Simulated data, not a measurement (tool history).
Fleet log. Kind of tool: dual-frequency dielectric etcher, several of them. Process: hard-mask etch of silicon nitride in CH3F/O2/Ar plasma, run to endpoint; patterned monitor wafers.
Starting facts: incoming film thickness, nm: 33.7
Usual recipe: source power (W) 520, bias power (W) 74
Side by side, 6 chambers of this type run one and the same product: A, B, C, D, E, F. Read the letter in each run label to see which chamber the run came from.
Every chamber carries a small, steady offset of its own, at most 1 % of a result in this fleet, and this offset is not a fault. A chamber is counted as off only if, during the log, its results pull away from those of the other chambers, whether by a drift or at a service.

Run 1E, day 0.425: usual settings. Result: endpoint time (s) 43.449.
Run 2D, day 0.767: usual settings. Result: endpoint time (s) 42.974.
Run 3C, day 1.021: usual settings. Result: endpoint time (s) 43.888.
Run 4B, day 1.238: usual settings. Result: endpoint time (s) 43.942.
Run 5A, day 1.633: usual settings. Result: endpoint time (s) 44.016.
Run 6F, day 1.846: usual settings. Result: endpoint time (s) 43.798.
Run 7C, day 2.058: usual settings. Result: endpoint time (s) 43.640.
Run 8D, day 2.412: usual settings. Result: endpoint time (s) 43.208.
At day 2.554: chamber B: wet clean of the chamber.
Run 9A, day 2.754: usual settings. Result: endpoint time (s) 43.522.
Run 10F, day 3.075: usual settings. Result: endpoint time (s) 43.948.
Run 11B, day 3.417: usual settings. Result: endpoint time (s) 43.846.
At day 3.533: chamber D: wet clean of the chamber.
At day 3.625: chamber A: wet clean of the chamber.
Run 12E, day 3.804: usual settings. Result: endpoint time (s) 43.779.
Run 13D, day 4.083: usual settings. Result: endpoint time (s) 43.021.
Run 14A, day 4.425: usual settings. Result: endpoint time (s) 43.916.
Run 15B, day 4.662: usual settings. Result: endpoint time (s) 43.618.
Run 16E, day 5.083: usual settings. Result: endpoint time (s) 43.688.
Run 17F, day 5.350: usual settings. Result: endpoint time (s) 42.976.
Run 18C, day 5.742: usual settings. Result: endpoint time (s) 43.541.
Run 19B, day 5.979: usual settings but source power (W) 600. Result: endpoint time (s) 42.036.
Run 20A, day 6.238: usual settings but source power (W) 600. Result: endpoint time (s) 41.200.
Run 21F, day 6.450: usual settings but source power (W) 600. Result: endpoint time (s) 40.717.
Run 22C, day 6.775: usual settings but source power (W) 600. Result: endpoint time (s) 41.483.
At day 7.117: chamber C: wet clean of the chamber.
Run 23E, day 7.212: usual settings but source power (W) 600. Result: endpoint time (s) 41.543.
Run 24D, day 7.529: usual settings but source power (W) 600. Result: endpoint time (s) 40.655.
Run 25C, day 7.833: usual settings. Result: endpoint time (s) 43.935.
Run 26A, day 8.262: usual settings. Result: endpoint time (s) 43.507.
Run 27E, day 8.508: usual settings. Result: endpoint time (s) 43.664.
Run 28B, day 8.771: usual settings. Result: endpoint time (s) 43.791.
Run 29D, day 9.054: usual settings. Result: endpoint time (s) 43.481.
Run 30F, day 9.471: usual settings. Result: endpoint time (s) 42.138.
Run 31B, day 9.842: usual settings. Result: endpoint time (s) 43.467.
Run 32A, day 10.067: usual settings. Result: endpoint time (s) 43.672.
Run 33F, day 10.308: usual settings. Result: endpoint time (s) 42.081.
Run 34C, day 10.562: usual settings but source power (W) 420. Result: endpoint time (s) 47.384.
At day 10.583: chamber E: wet clean of the chamber.
Run 35E, day 10.875: usual settings but source power (W) 420. Result: endpoint time (s) 47.010.
Run 36D, day 11.100: usual settings but source power (W) 420. Result: endpoint time (s) 46.760.
Run 37B, day 11.512: usual settings but source power (W) 420. Result: endpoint time (s) 46.843.
Run 38F, day 11.838: usual settings but source power (W) 420. Result: endpoint time (s) 45.265.
Run 39E, day 12.262: usual settings but source power (W) 420. Result: endpoint time (s) 46.634.

Decide between three cases: one chamber stands off from its peers, the gauge reading all wafers drifts, or nothing is wrong past each chamber's small offset. Where a chamber is off, say which and what most likely put it there.

One chamber, F, drifts off from the rest bit by bit.
Likeliest cause: etch rate over this chamber's usual, % = 4.63.

Which of the 4 candidates below, each the usual settings with something changed and its results left as question marks, puts chamber F back in line with what the other chambers give on the usual settings?
Allowed miss from the other chambers' usual-settings mean, per result, to count as in line: endpoint time (s) 1.000
Run 40F-1, day 12.592: usual settings but source power (W) 460. Result: endpoint time (s) ?.
Run 40F-2, day 12.592: usual settings but source power (W) 580. Result: endpoint time (s) ?.
Run 40F-3, day 12.592: usual settings but source power (W) 400. Result: endpoint time (s) ?.
Run 40F-4, day 12.592: usual settings but source power (W) 600, bias power (W) 83. Result: endpoint time (s) ?.

Other chambers, usual settings, mean: endpoint time (s) 43.645
  run  endpoint time (s)
40F-1             43.471
40F-2             39.764
40F-3             45.864
40F-4             37.772
40F-1 puts the chamber back in line with the other chambers.

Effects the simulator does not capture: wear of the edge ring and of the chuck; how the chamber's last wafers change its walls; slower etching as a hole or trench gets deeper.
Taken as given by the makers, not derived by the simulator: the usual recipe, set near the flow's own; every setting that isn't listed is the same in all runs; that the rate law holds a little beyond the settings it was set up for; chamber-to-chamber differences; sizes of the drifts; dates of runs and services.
